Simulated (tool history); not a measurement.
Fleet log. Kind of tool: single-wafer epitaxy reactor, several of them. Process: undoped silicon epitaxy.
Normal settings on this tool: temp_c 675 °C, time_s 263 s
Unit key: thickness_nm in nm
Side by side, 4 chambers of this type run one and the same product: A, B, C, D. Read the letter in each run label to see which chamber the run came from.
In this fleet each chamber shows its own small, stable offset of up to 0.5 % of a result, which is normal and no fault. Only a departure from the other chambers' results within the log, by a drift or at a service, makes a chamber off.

run	hour	temp_c	time_s	hours since the last pyrometer calibration	read-back reference wafer on the same gauge, thickness_nm	thickness_nm
1D	3.8	675	263	2773.2	65.123	75.136
2B	8.5	675	263	510.2	65.173	74.579
3A	13.6	675	263	1816.1	65.183	75.793
4C	17.1	675	263	290.2	65.201	75.188
5D	20.8	675	263	2790.2	65.224	75.32
6C	25.5	675	263	298.6	65.216	74.835
7A	31.3	675	263	1833.8	65.205	75.277
8B	36.5	675	263	538.2	65.215	74.775
# hour 38.7: chamber D: pyrometer calibrated
9B	42.5	675	263	544.2	65.205	75.315
10A	48.3	675	263	1850.8	65.173	75.473
11C	54.6	675	263	327.7	65.17	75.407
12D	59.6	675	263	20.9	65.169	73.175
13A	65.1	684	263	1867.6	65.183	90.488
14C	68.6	684	263	341.7	65.239	90.629
15B	73.1	684	263	574.8	65.234	90.386
16D	76.6	684	263	37.9	65.162	87.628
17D	82.1	682	263	43.4	65.185	84.393
18A	86.5	682	263	1889	65.172	87.042
19B	90	682	263	591.7	65.173	86.818
20C	96.4	682	263	369.5	65.265	86.501
21D	101.1	675	263	62.4	65.204	73.155
22A	105.6	675	263	1908.1	65.244	75.653
23B	108.5	675	263	610.2	65.191	75.158
24C	114.5	675	263	387.6	65.162	75.131
25D	119.5	670	263	80.8	65.21	65.914

For the next run the whole fleet of 4 chambers uses the same settings. Give each chamber's results:
26A	124.3	675	213			?
26B	124.3	675	213			?
26C	124.3	675	213			?
26D	124.3	675	213			?

run	thickness_nm
26A	61.325
26B	60.884
26C	60.561
26D	59.225
